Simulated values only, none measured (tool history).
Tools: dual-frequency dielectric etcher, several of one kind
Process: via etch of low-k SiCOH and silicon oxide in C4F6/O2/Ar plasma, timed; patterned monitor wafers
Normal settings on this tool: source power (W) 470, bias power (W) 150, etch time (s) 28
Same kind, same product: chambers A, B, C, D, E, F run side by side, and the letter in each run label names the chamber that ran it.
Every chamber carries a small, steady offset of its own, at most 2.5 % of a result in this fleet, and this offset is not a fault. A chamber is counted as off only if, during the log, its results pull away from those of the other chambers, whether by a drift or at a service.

run   hour  source power (W)  bias power (W)  etch time (s)  hours since the last wet clean  hours since the last source power generator calibration  hours since the last bias power generator calibration  read-back reference wafer on the same gauge, depth_nm  mean etch depth across the wafer (Å)
 1E    6.7               470             150             28                           266.6                                                    689.0                                                 1466.1                                                 58.504                                670.67
 2D   14.8               470             150             28                           407.9                                                   1737.5                                                 1998.5                                                 58.487                                664.56
 3A   21.7               470             150             28                            38.8                                                   1259.8                                                 1071.3                                                 58.520                                659.86
 4B   26.8               470             150             28                            63.4                                                   2725.8                                                  476.7                                                 58.502                                672.94
 5C   34.2               470             150             28                           375.0                                                   3700.3                                                 1051.5                                                 58.516                                672.19
      34.3  -- chamber D: wet clean of the chamber
 6F   43.9               470             150             28                           105.4                                                   1935.1                                                 1017.1                                                 58.491                                684.03
 7B   51.4               470             150             28                            88.0                                                   2750.4                                                  501.3                                                 58.497                                669.20
 8F   56.2               470             150             28                           117.7                                                   1947.4                                                 1029.4                                                 58.476                                682.44
 9C   64.7               470             150             28                           405.5                                                   3730.8                                                 1082.0                                                 58.463                                671.85
10A   69.7               470             150             28                            86.8                                                   1307.8                                                 1119.3                                                 58.531                                657.26
11E   76.1               470             150             28                           336.0                                                    758.4                                                 1535.5                                                 58.480                                672.04
12D   80.8               470             150             28                            46.6                                                   1803.5                                                 2064.5                                                 58.497                                665.25
13C   88.6               470             150             28                           429.4                                                   3754.7                                                 1105.9                                                 58.527                                668.43
14A   95.6               470             150             28                           112.7                                                   1333.7                                                 1145.2                                                 58.521                                656.64
15D  105.3               470             150             28                            71.1                                                   1828.0                                                 2089.0                                                 58.472                                664.53
16F  114.2               470             150             28                           175.7                                                   2005.4                                                 1087.4                                                 58.506                                681.74
17E  118.8               470             150             28                           378.7                                                    801.1                                                 1578.2                                                 58.472                                676.31
18B  125.9               470             150             28                           162.5                                                   2824.9                                                  575.8                                                 58.457                                672.88
19B  132.4               470             150             28                           169.0                                                   2831.4                                                  582.3                                                 58.484                                671.66
20A  139.7               470             150             28                           156.8                                                   1377.8                                                 1189.3                                                 58.483                                660.45
21E  149.2               470             150             28                           409.1                                                    831.5                                                 1608.6                                                 58.528                                679.23
22D  158.7               470             150             28                           124.5                                                   1881.4                                                 2142.4                                                 58.501                                665.15
23F  169.1               470             150             28                           230.6                                                   2060.3                                                 1142.3                                                 58.521                                684.60
24C  178.2               470             150             28                           519.0                                                   3844.3                                                 1195.5                                                 58.481                                668.57
25E  185.4               470             150             28                           445.3                                                    867.7                                                 1644.8                                                 58.507                                686.86
26D  194.6               470             150             28                           160.4                                                   1917.3                                                 2178.3                                                 58.511                                664.34
27C  203.5               470             150             28                           544.3                                                   3869.6                                                 1220.8                                                 58.524                                670.17
28A  211.5               470             150             28                           228.6                                                   1449.6                                                 1261.1                                                 58.461                                654.28
29F  219.5               470             150             28                           281.0                                                   2110.7                                                 1192.7                                                 58.487                                681.31
30B  228.1               470             150             28                           264.7                                                   2927.1                                                  678.0                                                 58.510                                675.04
31D  236.7               470             150             28                           202.5                                                   1959.4                                                 2220.4                                                 58.489                                664.92
32E  243.6               470             150             28                           503.5                                                    925.9                                                 1703.0                                                 58.526                                690.68
33B  252.6               470             150             28                           289.2                                                   2951.6                                                  702.5                                                 58.471                                671.82
     255.0  -- chamber C: wet clean of the chamber
34F  261.7               470             150             28                           323.2                                                   2152.9                                                 1234.9                                                 58.490                                681.15
35C  266.9               470             150             28                            11.9                                                   3933.0                                                 1284.2                                                 58.504                                671.28
36A  275.3               470             173             28                           292.4                                                   1513.4                                                 1324.9                                                 58.481                                686.77
37C  282.1               470             173             28                            27.1                                                   3948.2                                                 1299.4                                                 58.479                                699.96
38E  291.7               470             173             28                           551.6                                                    974.0                                                 1751.1                                                 58.500                                728.48
39D  296.8               470             173             28                           262.6                                                   2019.5                                                 2280.5                                                 58.506                                690.60
40B  302.6               470             173             28                           339.2                                                   3001.6                                                  752.5                                                 58.498                                702.33

What goes on in this fleet: one chamber off, a drifting gauge, or nothing beyond the chambers' own small offsets? Name the chamber and the cause, if any.

One chamber, E, drifts off from the rest bit by bit.
Most likely cause: etch rate over this chamber's usual, % = 3.73.

Below are 4 candidate recipes for chamber E's next run, each the usual settings with a change, their results shown as question marks. Which of them brings E's results back in line with what the other chambers give on the usual settings?
In-line tolerance around the mean of the other chambers on the usual settings: mean etch depth across the wafer (Å) 6.00
41E-1  310.1               460             150           27.0                                                                                                                                                                                                                                            ?
41E-2  310.1               470             149           27.5                                                                                                                                                                                                                                            ?
41E-3  310.1               470             160           28.0                                                                                                                                                                                                                                            ?
41E-4  310.1               520             150           28.0                                                                                                                                                                                                                                            ?

On the usual settings, the other chambers give on average: mean etch depth across the wafer (Å) 668.93
  run  mean etch depth across the wafer (Å)
41E-1                                666.72
41E-2                                683.57
41E-3                                711.28
41E-4                                726.29
41E-1 is the one that brings the chamber's results back in line with the other chambers.

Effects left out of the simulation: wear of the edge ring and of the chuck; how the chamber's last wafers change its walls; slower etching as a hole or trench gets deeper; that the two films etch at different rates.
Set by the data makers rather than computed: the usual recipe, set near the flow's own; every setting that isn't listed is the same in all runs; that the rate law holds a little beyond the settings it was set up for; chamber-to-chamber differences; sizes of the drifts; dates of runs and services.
